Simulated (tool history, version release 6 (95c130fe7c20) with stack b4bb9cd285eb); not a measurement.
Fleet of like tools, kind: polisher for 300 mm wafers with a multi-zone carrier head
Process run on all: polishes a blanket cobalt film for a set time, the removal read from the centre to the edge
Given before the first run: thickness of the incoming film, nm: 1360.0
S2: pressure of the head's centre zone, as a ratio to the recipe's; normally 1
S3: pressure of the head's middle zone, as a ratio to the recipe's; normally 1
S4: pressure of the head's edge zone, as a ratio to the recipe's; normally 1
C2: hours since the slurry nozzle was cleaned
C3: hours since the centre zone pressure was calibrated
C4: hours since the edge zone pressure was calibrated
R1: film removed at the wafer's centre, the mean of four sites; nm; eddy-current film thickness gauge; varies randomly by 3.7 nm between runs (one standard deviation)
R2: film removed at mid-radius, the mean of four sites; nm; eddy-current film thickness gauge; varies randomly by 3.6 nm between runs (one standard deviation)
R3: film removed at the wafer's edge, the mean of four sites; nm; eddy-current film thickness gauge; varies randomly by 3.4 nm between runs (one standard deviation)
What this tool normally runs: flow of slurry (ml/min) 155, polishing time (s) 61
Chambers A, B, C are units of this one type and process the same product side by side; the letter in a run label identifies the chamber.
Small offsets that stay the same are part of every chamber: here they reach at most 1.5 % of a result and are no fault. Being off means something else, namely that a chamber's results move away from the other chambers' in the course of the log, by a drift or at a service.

Run 1C, day 0.246: usual settings; wafers polished on this pad 400; C2 503.9; C3 510.9; C4 202.2. Result: R1 307.55 nm, R2 309.36 nm, R3 303.37 nm.
At day 0.296: chamber C: slurry nozzle cleaned.
Run 2B, day 0.438: usual settings; wafers polished on this pad 452; C2 77.2; C3 707.5; C4 504. Result: R1 309.19 nm, R2 301.72 nm, R3 301.21 nm.
Run 3A, day 0.679: usual settings; wafers polished on this pad 521; C2 215.1; C3 669.5; C4 410.7. Result: R1 301.19 nm, R2 314.68 nm, R3 314.46 nm.
Run 4C, day 0.854: usual settings; wafers polished on this pad 535; C2 13.5; C3 525.5; C4 216.8. Result: R1 305.8 nm, R2 305.3 nm, R3 304.34 nm.
At day 1.021: chamber B: worn pad replaced by a new one.
Run 5A, day 1.154: usual settings; wafers polished on this pad 627; C2 226.5; C3 680.9; C4 422.1. Result: R1 304.95 nm, R2 306.23 nm, R3 316.94 nm.
Run 6B, day 1.4: usual settings; wafers polished on this pad 84; C2 100.3; C3 730.6; C4 527.1. Result: R1 313.31 nm, R2 310.44 nm, R3 305.46 nm.
At day 1.6: chamber C: worn pad replaced by a new one.
Run 7B, day 1.721: usual settings; wafers polished on this pad 155; C2 108; C3 738.3; C4 534.8. Result: R1 308.89 nm, R2 307.67 nm, R3 305.62 nm.
Run 8A, day 2.025: usual settings but S3 0.93; wafers polished on this pad 820; C2 247.4; C3 701.8; C4 443. Result: R1 307.8 nm, R2 280.24 nm, R3 312.34 nm.
Run 9C, day 2.3: usual settings but S3 0.93; wafers polished on this pad 156; C2 48.2; C3 560.2; C4 251.5. Result: R1 303.91 nm, R2 288.34 nm, R3 299.27 nm.
Run 10A, day 2.588: usual settings but S3 0.93; wafers polished on this pad 945; C2 260.9; C3 715.3; C4 456.5. Result: R1 307.19 nm, R2 291.34 nm, R3 315.16 nm.
Run 11B, day 2.946: usual settings; wafers polished on this pad 427; C2 137.4; C3 767.7; C4 564.2. Result: R1 313.04 nm, R2 311.75 nm, R3 299.27 nm.
At day 3.025: chamber A: slurry nozzle cleaned.
At day 3.046: chamber A: worn pad replaced by a new one.
Run 12C, day 3.121: usual settings; wafers polished on this pad 338; C2 67.9; C3 579.9; C4 271.2. Result: R1 311.6 nm, R2 310.5 nm, R3 308.84 nm.
Run 13B, day 3.458: usual settings; wafers polished on this pad 541; C2 149.7; C3 780; C4 576.5. Result: R1 307.31 nm, R2 306.87 nm, R3 304.05 nm.
At day 3.65: chamber B: worn pad replaced by a new one.
Run 14A, day 3.717: usual settings but S3 1.04, polishing time (s) 46; wafers polished on this pad 149; C2 16.6; C3 742.4; C4 483.6. Result: R1 233.89 nm, R2 239.76 nm, R3 232.88 nm.
Run 15C, day 3.917: usual settings but S3 1.04, polishing time (s) 46; wafers polished on this pad 515; C2 87; C3 599; C4 290.3. Result: R1 233.1 nm, R2 239.39 nm, R3 231.46 nm.
Run 16C, day 4.125: usual settings but S3 1.04, polishing time (s) 46; wafers polished on this pad 561; C2 92; C3 604; C4 295.3. Result: R1 232.22 nm, R2 246.63 nm, R3 232.77 nm.
Run 17A, day 4.446: usual settings; wafers polished on this pad 311; C2 34.1; C3 759.9; C4 501.1. Result: R1 307.36 nm, R2 304.97 nm, R3 312.4 nm.
Run 18B, day 4.708: usual settings; wafers polished on this pad 236; C2 179.7; C3 810; C4 606.5. Result: R1 311.42 nm, R2 300.98 nm, R3 303.5 nm.
Run 19A, day 4.992: usual settings; wafers polished on this pad 432; C2 47.2; C3 773; C4 514.2. Result: R1 308.61 nm, R2 311.12 nm, R3 314.44 nm.
Run 20C, day 5.279: usual settings; wafers polished on this pad 818; C2 119.7; C3 631.7; C4 323. Result: R1 305.25 nm, R2 309.18 nm, R3 304.44 nm.
Run 21B, day 5.567: usual settings; wafers polished on this pad 426; C2 200.3; C3 830.6; C4 627.1. Result: R1 304.81 nm, R2 310.42 nm, R3 303.59 nm.
At day 5.65: chamber C: worn pad replaced by a new one.
Run 22C, day 5.767: usual settings; wafers polished on this pad 26; C2 131.4; C3 643.4; C4 334.7. Result: R1 311.93 nm, R2 307.16 nm, R3 308.36 nm.
Run 23A, day 5.975: usual settings; wafers polished on this pad 651; C2 70.8; C3 796.6; C4 537.8. Result: R1 305.69 nm, R2 301.95 nm, R3 308.54 nm.
Run 24B, day 6.233: usual settings; wafers polished on this pad 574; C2 216.3; C3 846.6; C4 643.1. Result: R1 309.01 nm, R2 302.41 nm, R3 308.24 nm.
At day 6.312: chamber B: worn pad replaced by a new one.
Run 25B, day 6.412: usual settings; wafers polished on this pad 22; C2 220.6; C3 850.9; C4 647.4. Result: R1 311.37 nm, R2 306.6 nm, R3 305.92 nm.
Run 26C, day 6.742: usual settings but S4 0.89; wafers polished on this pad 243; C2 154.8; C3 666.8; C4 358.1. Result: R1 315.34 nm, R2 312.22 nm, R3 288.78 nm.
Run 27A, day 6.946: usual settings but S4 0.89; wafers polished on this pad 867; C2 94.1; C3 819.9; C4 561.1. Result: R1 310.03 nm, R2 315.68 nm, R3 293.52 nm.
Run 28A, day 7.125: usual settings but S4 0.89; wafers polished on this pad 907; C2 98.4; C3 824.2; C4 565.4. Result: R1 310.6 nm, R2 308.81 nm, R3 297.33 nm.
Run 29C, day 7.475: usual settings; wafers polished on this pad 406; C2 172.4; C3 684.4; C4 375.7. Result: R1 307.85 nm, R2 311.77 nm, R3 298.72 nm.
Run 30B, day 7.775: usual settings; wafers polished on this pad 325; C2 253.3; C3 883.6; C4 680.1. Result: R1 311.02 nm, R2 310.93 nm, R3 301.25 nm.
Run 31A, day 8.1: usual settings; wafers polished on this pad 1123; C2 121.8; C3 847.6; C4 588.8. Result: R1 304.53 nm, R2 311.37 nm, R3 307.32 nm.
Run 32B, day 8.388: usual settings; wafers polished on this pad 461; C2 268; C3 898.3; C4 694.8. Result: R1 311.91 nm, R2 310.28 nm, R3 306.21 nm.
At day 8.575: chamber A: worn pad replaced by a new one.
Run 33C, day 8.588: usual settings; wafers polished on this pad 653; C2 199.1; C3 711.1; C4 402.4. Result: R1 308.77 nm, R2 305.71 nm, R3 308.19 nm.
Run 34B, day 8.771: usual settings but polishing time (s) 72; wafers polished on this pad 546; C2 277.2; C3 907.5; C4 704. Result: R1 366.07 nm, R2 361.22 nm, R3 358.17 nm.
At day 8.833: chamber C: worn pad replaced by a new one.
Run 35C, day 9.083: usual settings but polishing time (s) 72; wafers polished on this pad 56; C2 211; C3 723; C4 414.3. Result: R1 365 nm, R2 366.42 nm, R3 349.87 nm.
At day 9.133: chamber B: worn pad replaced by a new one.
Run 36A, day 9.408: usual settings but polishing time (s) 72; wafers polished on this pad 185; C2 153.2; C3 879; C4 620.2. Result: R1 360.1 nm, R2 358.91 nm, R3 365.55 nm.
Run 37A, day 9.758: usual settings; wafers polished on this pad 263; C2 161.6; C3 887.4; C4 628.6. Result: R1 307.37 nm, R2 306 nm, R3 314.22 nm.
At day 9.796: chamber C: centre zone pressure recalibrated.
Run 38B, day 10.112: usual settings; wafers polished on this pad 218; C2 309.4; C3 939.7; C4 736.2. Result: R1 306.7 nm, R2 309.06 nm, R3 307.52 nm.
Run 39C, day 10.325: usual settings; wafers polished on this pad 332; C2 240.8; C3 12.8; C4 444.1. Result: R1 308.72 nm, R2 311.33 nm, R3 302.61 nm.
Run 40C, day 10.638: usual settings; wafers polished on this pad 401; C2 248.3; C3 20.3; C4 451.6. Result: R1 309.08 nm, R2 313.11 nm, R3 301.88 nm.
Run 41B, day 10.821: usual settings; wafers polished on this pad 375; C2 326.4; C3 956.7; C4 753.2. Result: R1 307.58 nm, R2 308.58 nm, R3 303.36 nm.
Run 42A, day 11.075: usual settings but S2 1.07; wafers polished on this pad 556; C2 193.2; C3 919; C4 660.2. Result: R1 333.72 nm, R2 309.7 nm, R3 314.08 nm.
Run 43C, day 11.333: usual settings but S2 1.07; wafers polished on this pad 556; C2 265; C3 37; C4 468.3. Result: R1 325.73 nm, R2 305.4 nm, R3 306.81 nm.
Run 44A, day 11.638: usual settings but S2 1.07; wafers polished on this pad 681; C2 206.7; C3 932.5; C4 673.7. Result: R1 331.01 nm, R2 304.5 nm, R3 306.86 nm.

For the next run the whole fleet of 3 chambers uses the same settings. Give each chamber's results:
Run 45A, day 11.896: usual settings but S4 0.92. Result: R1 ?, R2 ?, R3 ?.
Run 45B, day 11.896: usual settings but S4 0.92. Result: R1 ?, R2 ?, R3 ?.
Run 45C, day 11.896: usual settings but S4 0.92. Result: R1 ?, R2 ?, R3 ?.

run      R1      R2      R3
45A   303.8  311.48  295.13
45B  316.44  310.61  290.11
45C  309.35  303.37  293.61
